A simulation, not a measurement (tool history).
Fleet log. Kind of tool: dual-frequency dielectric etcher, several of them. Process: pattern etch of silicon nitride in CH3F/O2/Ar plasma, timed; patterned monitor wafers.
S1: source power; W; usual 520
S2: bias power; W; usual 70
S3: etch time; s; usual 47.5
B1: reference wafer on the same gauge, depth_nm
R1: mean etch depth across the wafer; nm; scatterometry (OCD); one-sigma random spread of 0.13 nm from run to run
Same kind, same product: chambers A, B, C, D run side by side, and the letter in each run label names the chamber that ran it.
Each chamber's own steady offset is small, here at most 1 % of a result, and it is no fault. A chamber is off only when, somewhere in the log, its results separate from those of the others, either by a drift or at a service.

run	hour	S1	S2	S3	B1	R1
1B	5.2	520	70	47.5	29.793	36.473
# hour 5.9: chamber C: wet clean of the chamber
2A	14.5	520	70	47.5	29.784	36.562
3D	22	520	70	47.5	29.807	36.239
4C	27.5	520	70	47.5	29.792	36.214
5D	34.8	610	60	47.5	29.785	36.576
6C	41.8	610	60	47.5	29.811	36.548
7A	49.1	610	60	47.5	29.771	37.131
8B	55.2	610	60	47.5	29.812	36.812
9C	59.7	520	70	47.5	29.799	36.16
# hour 66.8: chamber C: bias power generator calibrated
10B	68.7	520	70	47.5	29.821	36.373
11A	74.5	520	70	47.5	29.813	36.777
12D	84.5	520	70	47.5	29.805	36.131
13B	92.7	520	57	47.5	29.807	34.084
14C	101.4	520	57	47.5	29.821	33.925
15D	108.3	520	57	47.5	29.816	33.658
16A	117	520	57	47.5	29.799	34.327
17A	127.2	520	70	47.5	29.828	36.476
18B	133	520	70	47.5	29.809	36.475
19D	137.7	580	70	47.5	29.818	37.203
# hour 138.3: chamber A: wet clean of the chamber
20C	143.2	580	70	47.5	29.81	37.418
21C	153.1	580	70	47.5	29.84	37.501
22D	160.8	580	70	47.5	29.807	37.014
23B	166.3	520	64	47.5	29.795	35.414
24A	171	520	64	47.5	29.775	35.734
25C	177.9	520	64	47.5	29.794	34.86
26D	184.3	520	64	47.5	29.812	34.439
27A	188.8	520	70	47.5	29.777	37.033
28B	197.6	520	70	47.5	29.825	36.348
29D	204.3	520	70	47.5	29.787	34.993
30A	210.1	520	70	47.5	29.807	36.797
31C	218.1	520	70	47.5	29.807	36.058
32B	223.3	520	70	54.5	29.8	41.753
33D	229.9	520	70	54.5	29.814	39.798
34B	237.7	520	70	54.5	29.815	41.804

Is one chamber off against the others, does the gauge drift, or is nothing wrong? If a chamber is off, say which, and what the likeliest cause is.

It is chamber D that slowly wanders off from its peers.
Most likely cause: etch rate under this chamber's usual, % = 4.95.

Chamber D could run next with any of the 4 candidate recipes listed below; each alters the usual settings, and their results appear as question marks. Which one brings its results back in line with what the other chambers deliver on the usual settings?
Counts as in line when no further than this from what the other chambers average on the usual settings: R1 0.45 nm
35D-1	245.2	600	70	47.5		?
35D-2	245.2	520	70	49		?
35D-3	245.2	520	70	46		?
35D-4	245.2	480	65	47.5		?

Usual-settings mean across the other chambers: R1 36.418 nm
run	R1
35D-1	36.408
35D-2	35.536
35D-3	33.36
35D-4	32.596
35D-1 brings the chamber back in line.

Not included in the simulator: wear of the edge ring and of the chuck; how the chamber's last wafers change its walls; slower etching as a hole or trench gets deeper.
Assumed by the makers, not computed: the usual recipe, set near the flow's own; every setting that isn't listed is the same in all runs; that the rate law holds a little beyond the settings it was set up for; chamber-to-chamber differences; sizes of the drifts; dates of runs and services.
